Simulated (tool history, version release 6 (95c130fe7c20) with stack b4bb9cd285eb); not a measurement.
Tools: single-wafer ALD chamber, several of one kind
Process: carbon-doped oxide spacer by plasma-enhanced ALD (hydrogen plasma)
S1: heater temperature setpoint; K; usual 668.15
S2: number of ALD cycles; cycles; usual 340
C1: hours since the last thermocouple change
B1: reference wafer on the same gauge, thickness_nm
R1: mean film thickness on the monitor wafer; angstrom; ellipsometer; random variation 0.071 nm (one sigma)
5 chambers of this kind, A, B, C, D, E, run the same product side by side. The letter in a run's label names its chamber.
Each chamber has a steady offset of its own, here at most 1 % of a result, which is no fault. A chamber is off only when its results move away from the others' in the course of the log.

Run 1D, day 0.583: usual settings; C1 893.1; B1 17.579. Result: R1 168.14 angstrom.
Run 2C, day 0.962: usual settings; C1 2050.7; B1 17.595. Result: R1 169.24 angstrom.
Run 3E, day 1.317: usual settings; C1 259.0; B1 17.604. Result: R1 171.85 angstrom.
Run 4A, day 1.883: usual settings; C1 2351.6; B1 17.579. Result: R1 170.37 angstrom.
Run 5B, day 2.246: usual settings but S2 361 cycles; C1 164.1; B1 17.612. Result: R1 181.85 angstrom.
At day 2.433: chamber C: thermocouple changed; heater temperature recalibrated.
Run 6C, day 2.721: usual settings but S2 361 cycles; C1 6.9; B1 17.610. Result: R1 180.15 angstrom.
Run 7D, day 3.021: usual settings but S2 361 cycles; C1 951.6; B1 17.605. Result: R1 179.09 angstrom.
Run 8E, day 3.488: usual settings but S2 361 cycles; C1 311.1; B1 17.600. Result: R1 180.78 angstrom.
Run 9B, day 4.058: usual settings but S2 361 cycles; C1 207.6; B1 17.592. Result: R1 180.82 angstrom.
Run 10A, day 4.488: usual settings; C1 2414.1; B1 17.576. Result: R1 169.94 angstrom.
Run 11C, day 5.079: usual settings; C1 63.5; B1 17.574. Result: R1 169.20 angstrom.
Run 12B, day 5.621: usual settings; C1 245.1; B1 17.570. Result: R1 170.27 angstrom.
Run 13E, day 6.138: usual settings; C1 374.7; B1 17.596. Result: R1 172.00 angstrom.
Run 14D, day 6.725: usual settings but S1 662.15 K, S2 301 cycles; C1 1040.5; B1 17.609. Result: R1 148.07 angstrom.
Run 15A, day 7.050: usual settings but S1 662.15 K, S2 301 cycles; C1 2475.6; B1 17.599. Result: R1 149.50 angstrom.
Run 16E, day 7.617: usual settings but S1 662.15 K, S2 301 cycles; C1 410.2; B1 17.593. Result: R1 152.57 angstrom.
Run 17A, day 8.221: usual settings but S1 662.15 K, S2 301 cycles; C1 2503.7; B1 17.594. Result: R1 149.65 angstrom.
Run 18B, day 8.771: usual settings but S1 662.15 K, S2 301 cycles; C1 320.7; B1 17.599. Result: R1 151.42 angstrom.
Run 19D, day 9.250: usual settings; C1 1101.1; B1 17.596. Result: R1 168.02 angstrom.
Run 20C, day 9.788: usual settings; C1 176.5; B1 17.592. Result: R1 170.25 angstrom.
Run 21C, day 10.212: usual settings; C1 186.7; B1 17.588. Result: R1 169.73 angstrom.
Run 22B, day 10.792: usual settings; C1 369.2; B1 17.578. Result: R1 171.33 angstrom.
Run 23D, day 11.217: usual settings but S2 384 cycles; C1 1148.3; B1 17.610. Result: R1 191.36 angstrom.
Run 24E, day 11.796: usual settings but S2 384 cycles; C1 510.5; B1 17.607. Result: R1 194.65 angstrom.
Run 25A, day 12.217: usual settings but S2 384 cycles; C1 2599.6; B1 17.592. Result: R1 191.77 angstrom.
Run 26A, day 12.808: usual settings but S2 384 cycles; C1 2613.8; B1 17.589. Result: R1 189.33 angstrom.
Run 27E, day 13.117: usual settings but S2 384 cycles; C1 542.2; B1 17.595. Result: R1 193.95 angstrom.
Run 28D, day 13.425: usual settings; C1 1201.3; B1 17.602. Result: R1 168.44 angstrom.
Run 29C, day 13.754: usual settings but S1 675.15 K; C1 271.7; B1 17.593. Result: R1 168.71 angstrom.
Run 30B, day 14.117: usual settings but S1 675.15 K; C1 449.0; B1 17.606. Result: R1 168.89 angstrom.
Run 31A, day 14.692: usual settings but S1 675.15 K; C1 2659.0; B1 17.587. Result: R1 168.20 angstrom.
Run 32D, day 15.171: usual settings but S1 675.15 K; C1 1243.2; B1 17.613. Result: R1 164.39 angstrom.

Is one chamber off against the others, does the gauge drift, or is nothing wrong? If a chamber is off, say which, and what the likeliest cause is.

No chamber stands off beyond its own small offset, and the gauge holds steady.
